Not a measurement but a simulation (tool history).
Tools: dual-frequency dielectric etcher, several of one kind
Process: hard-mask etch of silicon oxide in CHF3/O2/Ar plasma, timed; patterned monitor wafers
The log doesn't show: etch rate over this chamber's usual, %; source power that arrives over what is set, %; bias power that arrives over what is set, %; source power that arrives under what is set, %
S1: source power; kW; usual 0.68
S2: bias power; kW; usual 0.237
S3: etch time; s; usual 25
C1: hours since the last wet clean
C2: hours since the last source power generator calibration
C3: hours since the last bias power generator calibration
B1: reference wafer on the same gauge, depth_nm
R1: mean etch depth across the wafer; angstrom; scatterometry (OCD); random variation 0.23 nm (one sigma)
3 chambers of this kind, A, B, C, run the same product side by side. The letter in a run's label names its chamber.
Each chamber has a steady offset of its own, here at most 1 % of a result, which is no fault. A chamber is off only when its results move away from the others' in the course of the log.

run 1C hour=4.1 | S1=0.68 S2=0.237 S3=25 | C1=157.2 C2=1603.1 C3=1219.5 | B1=56.255 | R1=565.11
run 2B hour=7.6 | S1=0.68 S2=0.237 S3=25 | C1=453.9 C2=301.7 C3=612.8 | B1=56.237 | R1=565.09
run 3A hour=12.2 | S1=0.68 S2=0.237 S3=25 | C1=260.7 C2=761.3 C3=2558.2 | B1=56.232 | R1=563.8
run 4B hour=16.6 | S1=0.68 S2=0.237 S3=25 | C1=462.9 C2=310.7 C3=621.8 | B1=56.236 | R1=567.07
-- hour=16.9 chamber B: wet clean of the chamber
run 5A hour=19.8 | S1=0.73 S2=0.237 S3=29.5 | C1=268.3 C2=768.9 C3=2565.8 | B1=56.184 | R1=686.11
run 6C hour=23.2 | S1=0.73 S2=0.237 S3=29.5 | C1=176.3 C2=1622.2 C3=1238.6 | B1=56.22 | R1=694.02
run 7C hour=29.9 | S1=0.73 S2=0.237 S3=29.5 | C1=183 C2=1628.9 C3=1245.3 | B1=56.2 | R1=688.47
run 8A hour=33.5 | S1=0.68 S2=0.237 S3=25 | C1=282 C2=782.6 C3=2579.5 | B1=56.206 | R1=569.11
run 9B hour=37.5 | S1=0.68 S2=0.237 S3=25 | C1=20.7 C2=331.6 C3=642.7 | B1=56.181 | R1=567.7
run 10A hour=41 | S1=0.68 S2=0.237 S3=25 | C1=289.5 C2=790.1 C3=2587 | B1=56.145 | R1=563.54
run 11B hour=46.4 | S1=0.68 S2=0.237 S3=25 | C1=29.6 C2=340.5 C3=651.6 | B1=56.188 | R1=564.27
run 12C hour=49.5 | S1=0.68 S2=0.237 S3=25 | C1=202.6 C2=1648.5 C3=1264.9 | B1=56.206 | R1=567.47
run 13A hour=55.2 | S1=0.68 S2=0.237 S3=25 | C1=303.7 C2=804.3 C3=2601.2 | B1=56.218 | R1=569.1
run 14C hour=59 | S1=0.68 S2=0.237 S3=25 | C1=212.1 C2=1658 C3=1274.4 | B1=56.22 | R1=569.44
run 15B hour=62.6 | S1=0.68 S2=0.237 S3=25 | C1=45.8 C2=356.7 C3=667.8 | B1=56.197 | R1=567.77
run 16A hour=69.6 | S1=0.68 S2=0.237 S3=25 | C1=318.1 C2=818.7 C3=2615.6 | B1=56.184 | R1=563.44
run 17B hour=74.3 | S1=0.68 S2=0.237 S3=25 | C1=57.5 C2=368.4 C3=679.5 | B1=56.2 | R1=568.15
-- hour=78 chamber A: wet clean of the chamber
run 18C hour=80.6 | S1=0.68 S2=0.237 S3=27.5 | C1=233.7 C2=1679.6 C3=1296 | B1=56.182 | R1=623.4
run 19B hour=84.2 | S1=0.68 S2=0.237 S3=27.5 | C1=67.4 C2=378.3 C3=689.4 | B1=56.192 | R1=622.83
run 20C hour=88.9 | S1=0.68 S2=0.237 S3=27.5 | C1=242 C2=1687.9 C3=1304.3 | B1=56.188 | R1=630.22
run 21A hour=94.7 | S1=0.68 S2=0.237 S3=25 | C1=16.8 C2=843.8 C3=2640.7 | B1=56.248 | R1=570.36
run 22B hour=100.9 | S1=0.68 S2=0.237 S3=25 | C1=84.1 C2=395 C3=706.1 | B1=56.224 | R1=568.56
run 23A hour=108 | S1=0.68 S2=0.237 S3=25 | C1=30.1 C2=857.1 C3=2654 | B1=56.183 | R1=563.26
run 24C hour=113.6 | S1=0.68 S2=0.237 S3=25 | C1=266.7 C2=1712.6 C3=1329 | B1=56.165 | R1=565.27
run 25B hour=117.4 | S1=0.68 S2=0.237 S3=25 | C1=100.6 C2=411.5 C3=722.6 | B1=56.178 | R1=562.22
run 26C hour=121.1 | S1=0.68 S2=0.237 S3=25 | C1=274.2 C2=1720.1 C3=1336.5 | B1=56.197 | R1=571.49
run 27A hour=124.5 | S1=0.68 S2=0.237 S3=25 | C1=46.6 C2=873.6 C3=2670.5 | B1=56.145 | R1=567.91
run 28B hour=130.1 | S1=0.68 S2=0.237 S3=25 | C1=113.3 C2=424.2 C3=735.3 | B1=56.176 | R1=567.5
run 29A hour=134.1 | S1=0.68 S2=0.237 S3=25 | C1=56.2 C2=883.2 C3=2680.1 | B1=56.193 | R1=566.71
run 30C hour=137.7 | S1=0.68 S2=0.237 S3=25 | C1=290.8 C2=1736.7 C3=1353.1 | B1=56.191 | R1=564.22
run 31B hour=142.5 | S1=0.68 S2=0.237 S3=25 | C1=125.7 C2=436.6 C3=747.7 | B1=56.225 | R1=565.6
run 32A hour=147.2 | S1=0.68 S2=0.237 S3=25 | C1=69.3 C2=896.3 C3=2693.2 | B1=56.133 | R1=562.54
run 33C hour=153.3 | S1=0.68 S2=0.237 S3=25 | C1=306.4 C2=1752.3 C3=1368.7 | B1=56.154 | R1=568.06
run 34A hour=158.3 | S1=0.68 S2=0.237 S3=25 | C1=80.4 C2=907.4 C3=2704.3 | B1=56.166 | R1=564.83
run 35C hour=164.2 | S1=0.68 S2=0.237 S3=25 | C1=317.3 C2=1763.2 C3=1379.6 | B1=56.221 | R1=567.75
run 36B hour=168.8 | S1=0.68 S2=0.237 S3=25 | C1=152 C2=462.9 C3=774 | B1=56.234 | R1=565.08

Is one chamber off against the others, does the gauge drift, or is nothing wrong? If a chamber is off, say which, and what the likeliest cause is.

No chamber stands off beyond its own small offset, and the gauge holds steady.

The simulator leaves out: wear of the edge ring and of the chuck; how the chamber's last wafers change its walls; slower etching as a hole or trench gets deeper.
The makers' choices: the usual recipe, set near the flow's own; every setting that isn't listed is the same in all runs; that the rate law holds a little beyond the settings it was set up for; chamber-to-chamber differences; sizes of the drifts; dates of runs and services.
